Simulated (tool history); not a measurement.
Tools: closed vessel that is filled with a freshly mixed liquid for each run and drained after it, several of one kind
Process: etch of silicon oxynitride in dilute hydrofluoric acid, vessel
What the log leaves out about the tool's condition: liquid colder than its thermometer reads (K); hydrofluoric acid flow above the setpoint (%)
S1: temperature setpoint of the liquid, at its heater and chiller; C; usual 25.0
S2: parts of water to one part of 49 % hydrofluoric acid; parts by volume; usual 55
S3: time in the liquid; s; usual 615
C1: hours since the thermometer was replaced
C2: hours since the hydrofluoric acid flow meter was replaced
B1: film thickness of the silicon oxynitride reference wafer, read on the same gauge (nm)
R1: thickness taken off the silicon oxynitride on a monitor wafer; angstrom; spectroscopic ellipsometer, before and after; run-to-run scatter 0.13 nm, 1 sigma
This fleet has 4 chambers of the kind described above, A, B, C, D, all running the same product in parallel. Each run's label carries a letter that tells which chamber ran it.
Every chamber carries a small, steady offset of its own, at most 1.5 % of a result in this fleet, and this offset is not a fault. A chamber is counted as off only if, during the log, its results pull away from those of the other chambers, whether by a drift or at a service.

{"run": "1D", "hour": 15.5, "S1": 25.0, "S2": 55, "S3": 615, "C1": 1864.4, "C2": 95.2, "B1": 119.99, "R1": 174.67}
{"run": "2B", "hour": 22.8, "S1": 25.0, "S2": 55, "S3": 615, "C1": 1100.6, "C2": 308.4, "B1": 119.99, "R1": 176.09}
{"run": "3C", "hour": 33.4, "S1": 25.0, "S2": 55, "S3": 615, "C1": 1231.8, "C2": 606.2, "B1": 119.98, "R1": 174.21}
{"run": "4A", "hour": 44.2, "S1": 25.0, "S2": 55, "S3": 615, "C1": 2084.6, "C2": 382.3, "B1": 120.03, "R1": 176.22}
{"run": "5D", "hour": 53.3, "S1": 25.0, "S2": 55, "S3": 615, "C1": 1902.2, "C2": 133.0, "B1": 120.01, "R1": 172.82}
{"run": "6C", "hour": 64.2, "S1": 25.0, "S2": 55, "S3": 615, "C1": 1262.6, "C2": 637.0, "B1": 119.95, "R1": 175.73}
{"run": "7B", "hour": 76.8, "S1": 25.0, "S2": 55, "S3": 615, "C1": 1154.6, "C2": 362.4, "B1": 119.98, "R1": 179.93}
{"hour": 87.5, "done": "chamber D: thermometer replaced"}
{"run": "8A", "hour": 88.3, "S1": 25.0, "S2": 55, "S3": 615, "C1": 2128.7, "C2": 426.4, "B1": 120.01, "R1": 178.92}
{"run": "9C", "hour": 97.8, "S1": 25.0, "S2": 55, "S3": 615, "C1": 1296.2, "C2": 670.6, "B1": 120.0, "R1": 176.03}
{"run": "10D", "hour": 112.0, "S1": 25.0, "S2": 55, "S3": 615, "C1": 24.5, "C2": 191.7, "B1": 120.03, "R1": 172.67}
{"run": "11A", "hour": 124.6, "S1": 25.0, "S2": 55, "S3": 615, "C1": 2165.0, "C2": 462.7, "B1": 120.0, "R1": 178.65}
{"run": "12B", "hour": 141.3, "S1": 25.0, "S2": 55, "S3": 615, "C1": 1219.1, "C2": 426.9, "B1": 120.01, "R1": 183.79}
{"run": "13C", "hour": 154.6, "S1": 25.0, "S2": 55, "S3": 615, "C1": 1353.0, "C2": 727.4, "B1": 119.97, "R1": 175.46}
{"run": "14B", "hour": 168.4, "S1": 25.0, "S2": 55, "S3": 615, "C1": 1246.2, "C2": 454.0, "B1": 119.98, "R1": 185.15}
{"run": "15A", "hour": 180.9, "S1": 25.0, "S2": 70, "S3": 950, "C1": 2221.3, "C2": 519.0, "B1": 119.99, "R1": 214.02}
{"run": "16D", "hour": 193.2, "S1": 25.0, "S2": 70, "S3": 950, "C1": 105.7, "C2": 272.9, "B1": 120.01, "R1": 205.19}
{"run": "17B", "hour": 207.5, "S1": 25.0, "S2": 70, "S3": 950, "C1": 1285.3, "C2": 493.1, "B1": 120.0, "R1": 224.13}
{"run": "18D", "hour": 217.4, "S1": 25.0, "S2": 70, "S3": 950, "C1": 129.9, "C2": 297.1, "B1": 120.0, "R1": 208.54}
{"run": "19A", "hour": 228.0, "S1": 25.0, "S2": 55, "S3": 615, "C1": 2268.4, "C2": 566.1, "B1": 120.0, "R1": 178.57}
{"run": "20C", "hour": 236.6, "S1": 29.5, "S2": 55, "S3": 925, "C1": 1435.0, "C2": 809.4, "B1": 119.92, "R1": 326.89}
{"run": "21A", "hour": 251.0, "S1": 29.5, "S2": 55, "S3": 925, "C1": 2291.4, "C2": 589.1, "B1": 120.01, "R1": 329.34}
{"run": "22B", "hour": 264.4, "S1": 29.5, "S2": 55, "S3": 925, "C1": 1342.2, "C2": 550.0, "B1": 120.05, "R1": 358.14}
{"run": "23C", "hour": 280.3, "S1": 29.5, "S2": 55, "S3": 925, "C1": 1478.7, "C2": 853.1, "B1": 120.0, "R1": 322.37}
{"run": "24D", "hour": 296.7, "S1": 25.0, "S2": 55, "S3": 615, "C1": 209.2, "C2": 376.4, "B1": 120.0, "R1": 175.57}
{"run": "25A", "hour": 306.3, "S1": 25.0, "S2": 55, "S3": 615, "C1": 2346.7, "C2": 644.4, "B1": 119.99, "R1": 177.2}

Each of the 4 chambers runs these same settings next. Fill in every chamber's results:
{"run": "26A", "hour": 318.3, "S1": 25.0, "S2": 55, "S3": 890, "R1": "?"}
{"run": "26B", "hour": 318.3, "S1": 25.0, "S2": 55, "S3": 890, "R1": "?"}
{"run": "26C", "hour": 318.3, "S1": 25.0, "S2": 55, "S3": 890, "R1": "?"}
{"run": "26D", "hour": 318.3, "S1": 25.0, "S2": 55, "S3": 890, "R1": "?"}

run=26A R1=256.90
run=26B R1=281.52
run=26C R1=256.75
run=26D R1=252.81
